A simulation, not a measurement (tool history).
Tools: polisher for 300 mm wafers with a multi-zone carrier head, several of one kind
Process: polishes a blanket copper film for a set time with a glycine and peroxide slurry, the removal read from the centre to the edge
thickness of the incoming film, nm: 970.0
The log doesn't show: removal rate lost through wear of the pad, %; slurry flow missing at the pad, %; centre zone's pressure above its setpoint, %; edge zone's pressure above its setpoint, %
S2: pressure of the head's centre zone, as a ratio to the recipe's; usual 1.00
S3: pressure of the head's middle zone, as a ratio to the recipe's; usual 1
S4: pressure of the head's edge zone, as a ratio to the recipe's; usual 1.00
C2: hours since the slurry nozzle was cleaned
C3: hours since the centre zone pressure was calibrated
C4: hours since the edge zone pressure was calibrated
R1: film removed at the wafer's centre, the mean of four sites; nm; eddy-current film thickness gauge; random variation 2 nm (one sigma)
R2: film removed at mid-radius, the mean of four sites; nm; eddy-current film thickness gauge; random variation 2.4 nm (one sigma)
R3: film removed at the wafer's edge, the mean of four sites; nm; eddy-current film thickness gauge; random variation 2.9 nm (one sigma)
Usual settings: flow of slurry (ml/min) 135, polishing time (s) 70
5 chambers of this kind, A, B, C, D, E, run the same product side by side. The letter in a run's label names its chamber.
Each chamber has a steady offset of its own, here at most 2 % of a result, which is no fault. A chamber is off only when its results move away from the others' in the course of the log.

{"hour": 0.2, "done": "chamber B: edge zone pressure recalibrated"}
{"run": "1A", "hour": 2.8, "flow of slurry (ml/min)": 135, "S2": 1.0, "S3": 1, "S4": 1.0, "polishing time (s)": 70, "wafers polished on this pad": 806, "C2": 645.9, "C3": 465.8, "C4": 240.2, "R1": 204.47, "R2": 204.99, "R3": 208.35}
{"run": "2D", "hour": 7.6, "flow of slurry (ml/min)": 135, "S2": 1.0, "S3": 1, "S4": 1.0, "polishing time (s)": 70, "wafers polished on this pad": 386, "C2": 364.9, "C3": 499.7, "C4": 187.0, "R1": 202.91, "R2": 206.82, "R3": 202.69}
{"run": "3E", "hour": 10.8, "flow of slurry (ml/min)": 135, "S2": 1.0, "S3": 1, "S4": 1.0, "polishing time (s)": 70, "wafers polished on this pad": 534, "C2": 201.9, "C3": 404.1, "C4": 375.6, "R1": 208.51, "R2": 206.49, "R3": 210.8}
{"run": "4C", "hour": 14.4, "flow of slurry (ml/min)": 135, "S2": 1.0, "S3": 1, "S4": 1.0, "polishing time (s)": 70, "wafers polished on this pad": 444, "C2": 135.4, "C3": 847.6, "C4": 66.2, "R1": 206.5, "R2": 207.1, "R3": 204.49}
{"run": "5B", "hour": 17.1, "flow of slurry (ml/min)": 135, "S2": 1.12, "S3": 1, "S4": 1.0, "polishing time (s)": 70, "wafers polished on this pad": 254, "C2": 72.8, "C3": 963.2, "C4": 17.0, "R1": 236.37, "R2": 204.5, "R3": 205.05}
{"hour": 19.9, "done": "chamber E: slurry nozzle cleaned"}
{"hour": 20.9, "done": "chamber A: worn pad replaced by a new one"}
{"run": "6A", "hour": 21.1, "flow of slurry (ml/min)": 135, "S2": 1.12, "S3": 1, "S4": 1.0, "polishing time (s)": 70, "wafers polished on this pad": 1, "C2": 664.2, "C3": 484.1, "C4": 258.5, "R1": 232.92, "R2": 207.86, "R3": 213.26}
{"hour": 22.5, "done": "chamber C: worn pad replaced by a new one"}
{"run": "7E", "hour": 25.0, "flow of slurry (ml/min)": 135, "S2": 1.12, "S3": 1, "S4": 1.0, "polishing time (s)": 70, "wafers polished on this pad": 661, "C2": 5.2, "C3": 418.3, "C4": 389.8, "R1": 229.89, "R2": 206.67, "R3": 207.24}
{"run": "8D", "hour": 29.8, "flow of slurry (ml/min)": 135, "S2": 1.12, "S3": 1, "S4": 1.0, "polishing time (s)": 70, "wafers polished on this pad": 586, "C2": 387.1, "C3": 521.9, "C4": 209.2, "R1": 233.94, "R2": 203.61, "R3": 211.78}
{"run": "9B", "hour": 33.4, "flow of slurry (ml/min)": 135, "S2": 1.12, "S3": 1, "S4": 1.0, "polishing time (s)": 70, "wafers polished on this pad": 400, "C2": 89.1, "C3": 979.5, "C4": 33.3, "R1": 233.74, "R2": 211.05, "R3": 205.87}
{"run": "10C", "hour": 36.6, "flow of slurry (ml/min)": 135, "S2": 1.0, "S3": 1, "S4": 1.0, "polishing time (s)": 70, "wafers polished on this pad": 126, "C2": 157.6, "C3": 869.8, "C4": 88.4, "R1": 204.87, "R2": 204.2, "R3": 208.34}
{"run": "11D", "hour": 41.7, "flow of slurry (ml/min)": 135, "S2": 1.0, "S3": 1, "S4": 1.0, "polishing time (s)": 70, "wafers polished on this pad": 692, "C2": 399.0, "C3": 533.8, "C4": 221.1, "R1": 206.69, "R2": 205.67, "R3": 204.54}
{"hour": 43.8, "done": "chamber B: centre zone pressure recalibrated"}
{"run": "12B", "hour": 44.6, "flow of slurry (ml/min)": 135, "S2": 1.0, "S3": 1, "S4": 1.0, "polishing time (s)": 70, "wafers polished on this pad": 500, "C2": 100.3, "C3": 0.9, "C4": 44.5, "R1": 232.64, "R2": 206.6, "R3": 205.95}
{"run": "13A", "hour": 48.7, "flow of slurry (ml/min)": 135, "S2": 1.0, "S3": 1, "S4": 1.0, "polishing time (s)": 70, "wafers polished on this pad": 249, "C2": 691.8, "C3": 511.7, "C4": 286.1, "R1": 205.34, "R2": 207.96, "R3": 204.96}
{"run": "14E", "hour": 51.2, "flow of slurry (ml/min)": 135, "S2": 1.0, "S3": 1, "S4": 1.0, "polishing time (s)": 70, "wafers polished on this pad": 896, "C2": 31.4, "C3": 444.5, "C4": 416.0, "R1": 207.37, "R2": 203.31, "R3": 208.12}
{"run": "15C", "hour": 53.8, "flow of slurry (ml/min)": 135, "S2": 1.0, "S3": 1, "S4": 1.0, "polishing time (s)": 70, "wafers polished on this pad": 281, "C2": 174.8, "C3": 887.0, "C4": 105.6, "R1": 203.71, "R2": 206.25, "R3": 202.8}
{"run": "16A", "hour": 56.0, "flow of slurry (ml/min)": 135, "S2": 1.0, "S3": 1, "S4": 1.0, "polishing time (s)": 70, "wafers polished on this pad": 314, "C2": 699.1, "C3": 519.0, "C4": 293.4, "R1": 207.84, "R2": 207.03, "R3": 210.87}
{"run": "17B", "hour": 59.3, "flow of slurry (ml/min)": 135, "S2": 1.0, "S3": 1, "S4": 1.0, "polishing time (s)": 70, "wafers polished on this pad": 632, "C2": 115.0, "C3": 15.6, "C4": 59.2, "R1": 229.96, "R2": 212.6, "R3": 208.36}
{"run": "18E", "hour": 62.9, "flow of slurry (ml/min)": 175, "S2": 1.11, "S3": 1, "S4": 1.0, "polishing time (s)": 70, "wafers polished on this pad": 1001, "C2": 43.1, "C3": 456.2, "C4": 427.7, "R1": 242.64, "R2": 211.7, "R3": 214.15}
{"run": "19D", "hour": 65.8, "flow of slurry (ml/min)": 175, "S2": 1.11, "S3": 1, "S4": 1.0, "polishing time (s)": 70, "wafers polished on this pad": 909, "C2": 423.1, "C3": 557.9, "C4": 245.2, "R1": 241.9, "R2": 217.43, "R3": 217.7}
{"run": "20C", "hour": 68.1, "flow of slurry (ml/min)": 175, "S2": 1.11, "S3": 1, "S4": 1.0, "polishing time (s)": 70, "wafers polished on this pad": 409, "C2": 189.1, "C3": 901.3, "C4": 119.9, "R1": 244.06, "R2": 215.04, "R3": 211.32}
{"run": "21D", "hour": 70.4, "flow of slurry (ml/min)": 175, "S2": 1.11, "S3": 1, "S4": 1.0, "polishing time (s)": 70, "wafers polished on this pad": 950, "C2": 427.7, "C3": 562.5, "C4": 249.8, "R1": 245.88, "R2": 216.97, "R3": 213.71}
{"hour": 70.7, "done": "chamber A: slurry nozzle cleaned"}
{"run": "22E", "hour": 75.1, "flow of slurry (ml/min)": 175, "S2": 1.11, "S3": 1, "S4": 1.0, "polishing time (s)": 70, "wafers polished on this pad": 1110, "C2": 55.3, "C3": 468.4, "C4": 439.9, "R1": 245.08, "R2": 215.46, "R3": 213.35}
{"hour": 75.8, "done": "chamber C: worn pad replaced by a new one"}
{"hour": 78.3, "done": "chamber E: worn pad replaced by a new one"}
{"run": "23C", "hour": 79.9, "flow of slurry (ml/min)": 135, "S2": 1.0, "S3": 1, "S4": 1.0, "polishing time (s)": 70, "wafers polished on this pad": 36, "C2": 200.9, "C3": 913.1, "C4": 131.7, "R1": 207.95, "R2": 208.26, "R3": 209.83}
{"run": "24A", "hour": 83.2, "flow of slurry (ml/min)": 135, "S2": 1.0, "S3": 1, "S4": 1.0, "polishing time (s)": 70, "wafers polished on this pad": 558, "C2": 12.5, "C3": 546.2, "C4": 320.6, "R1": 207.33, "R2": 205.71, "R3": 204.58}
{"run": "25B", "hour": 86.0, "flow of slurry (ml/min)": 135, "S2": 1.0, "S3": 1, "S4": 1.0, "polishing time (s)": 70, "wafers polished on this pad": 872, "C2": 141.7, "C3": 42.3, "C4": 85.9, "R1": 229.97, "R2": 210.4, "R3": 207.67}
{"run": "26B", "hour": 88.8, "flow of slurry (ml/min)": 135, "S2": 1.0, "S3": 1, "S4": 1.0, "polishing time (s)": 70, "wafers polished on this pad": 897, "C2": 144.5, "C3": 45.1, "C4": 88.7, "R1": 230.45, "R2": 208.4, "R3": 207.96}
{"run": "27A", "hour": 92.3, "flow of slurry (ml/min)": 135, "S2": 1.0, "S3": 1, "S4": 1.0, "polishing time (s)": 70, "wafers polished on this pad": 640, "C2": 21.6, "C3": 555.3, "C4": 329.7, "R1": 206.6, "R2": 209.7, "R3": 212.29}
{"run": "28D", "hour": 94.9, "flow of slurry (ml/min)": 135, "S2": 1.0, "S3": 1, "S4": 1.0, "polishing time (s)": 70, "wafers polished on this pad": 1170, "C2": 452.2, "C3": 587.0, "C4": 274.3, "R1": 203.25, "R2": 209.1, "R3": 204.71}
{"run": "29C", "hour": 98.0, "flow of slurry (ml/min)": 135, "S2": 1.0, "S3": 1, "S4": 1.0, "polishing time (s)": 70, "wafers polished on this pad": 199, "C2": 219.0, "C3": 931.2, "C4": 149.8, "R1": 209.4, "R2": 200.8, "R3": 203.92}
{"run": "30E", "hour": 102.8, "flow of slurry (ml/min)": 135, "S2": 1.0, "S3": 1, "S4": 1.0, "polishing time (s)": 70, "wafers polished on this pad": 219, "C2": 83.0, "C3": 496.1, "C4": 467.6, "R1": 208.82, "R2": 205.05, "R3": 208.81}
{"run": "31C", "hour": 106.6, "flow of slurry (ml/min)": 135, "S2": 1.0, "S3": 1, "S4": 1.0, "polishing time (s)": 70, "wafers polished on this pad": 276, "C2": 227.6, "C3": 939.8, "C4": 158.4, "R1": 209.09, "R2": 208.33, "R3": 208.33}
{"run": "32E", "hour": 111.2, "flow of slurry (ml/min)": 135, "S2": 1.0, "S3": 1, "S4": 1.0, "polishing time (s)": 70, "wafers polished on this pad": 295, "C2": 91.4, "C3": 504.5, "C4": 476.0, "R1": 206.81, "R2": 206.28, "R3": 208.6}
{"run": "33B", "hour": 114.1, "flow of slurry (ml/min)": 135, "S2": 1.0, "S3": 1, "S4": 1.0, "polishing time (s)": 70, "wafers polished on this pad": 1124, "C2": 169.8, "C3": 70.4, "C4": 114.0, "R1": 229.12, "R2": 208.99, "R3": 206.35}
{"run": "34D", "hour": 116.3, "flow of slurry (ml/min)": 135, "S2": 1.0, "S3": 1, "S4": 1.0, "polishing time (s)": 70, "wafers polished on this pad": 1362, "C2": 473.6, "C3": 608.4, "C4": 295.7, "R1": 207.89, "R2": 210.97, "R3": 206.68}
{"run": "35A", "hour": 121.0, "flow of slurry (ml/min)": 135, "S2": 1.0, "S3": 1, "S4": 1.0, "polishing time (s)": 70, "wafers polished on this pad": 898, "C2": 50.3, "C3": 584.0, "C4": 358.4, "R1": 206.15, "R2": 205.95, "R3": 209.7}
{"run": "36E", "hour": 123.5, "flow of slurry (ml/min)": 135, "S2": 1.0, "S3": 1, "S4": 1.0, "polishing time (s)": 70, "wafers polished on this pad": 405, "C2": 103.7, "C3": 516.8, "C4": 488.3, "R1": 206.34, "R2": 203.7, "R3": 207.93}
{"hour": 123.9, "done": "chamber D: worn pad replaced by a new one"}
{"run": "37A", "hour": 125.8, "flow of slurry (ml/min)": 135, "S2": 1.0, "S3": 1, "S4": 1.0, "polishing time (s)": 70, "wafers polished on this pad": 941, "C2": 55.1, "C3": 588.8, "C4": 363.2, "R1": 205.23, "R2": 209.7, "R3": 201.58}
{"run": "38D", "hour": 128.8, "flow of slurry (ml/min)": 135, "S2": 1.0, "S3": 1, "S4": 1.0, "polishing time (s)": 70, "wafers polished on this pad": 44, "C2": 486.1, "C3": 620.9, "C4": 308.2, "R1": 203.08, "R2": 207.65, "R3": 206.51}
{"run": "39B", "hour": 133.4, "flow of slurry (ml/min)": 135, "S2": 1.0, "S3": 1, "S4": 1.0, "polishing time (s)": 81, "wafers polished on this pad": 1297, "C2": 189.1, "C3": 89.7, "C4": 133.3, "R1": 270.62, "R2": 243.23, "R3": 243.96}
{"run": "40C", "hour": 138.0, "flow of slurry (ml/min)": 135, "S2": 1.0, "S3": 1, "S4": 1.0, "polishing time (s)": 81, "wafers polished on this pad": 558, "C2": 259.0, "C3": 971.2, "C4": 189.8, "R1": 241.92, "R2": 239.53, "R3": 234.54}
{"run": "41D", "hour": 143.1, "flow of slurry (ml/min)": 135, "S2": 1.0, "S3": 1, "S4": 1.0, "polishing time (s)": 81, "wafers polished on this pad": 172, "C2": 500.4, "C3": 635.2, "C4": 322.5, "R1": 237.53, "R2": 245.04, "R3": 239.22}

What goes on in this fleet: one chamber off, a drifting gauge, or nothing beyond the chambers' own small offsets? Name the chamber and the cause, if any.

A service left chamber B off against the others.
Cause: centre zone's pressure above its setpoint, % = 10.7.

Here are 4 candidates for chamber B's next run, each the usual settings with a change, their results left as question marks. Which one brings its results back in line with what the others give on the usual settings?
In line means no further than this from the other chambers' mean on the usual settings: R1 7.00 nm; R2 8.20 nm; R3 10.00 nm
{"run": "42B-1", "hour": 146.7, "flow of slurry (ml/min)": 150, "S2": 1.17, "S3": 0.98, "S4": 0.94, "polishing time (s)": 71, "R1": "?", "R2": "?", "R3": "?"}
{"run": "42B-2", "hour": 146.7, "flow of slurry (ml/min)": 125, "S2": 0.85, "S3": 1.01, "S4": 1.06, "polishing time (s)": 69, "R1": "?", "R2": "?", "R3": "?"}
{"run": "42B-3", "hour": 146.7, "flow of slurry (ml/min)": 140, "S2": 1.08, "S3": 0.99, "S4": 0.97, "polishing time (s)": 71, "R1": "?", "R2": "?", "R3": "?"}
{"run": "42B-4", "hour": 146.7, "flow of slurry (ml/min)": 130, "S2": 0.92, "S3": 1.01, "S4": 1.03, "polishing time (s)": 69, "R1": "?", "R2": "?", "R3": "?"}

The other chambers' mean on the usual settings: R1 205.96 nm; R2 205.61 nm; R3 206.56 nm
run=42B-1 R1=284.38 R2=211.64 R3=206.95
run=42B-2 R1=186.23 R2=204.03 R3=208.32
run=42B-3 R1=256.70 R2=210.87 R3=208.23
run=42B-4 R1=205.44 R2=205.71 R3=206.43
42B-4 brings the chamber back in line.
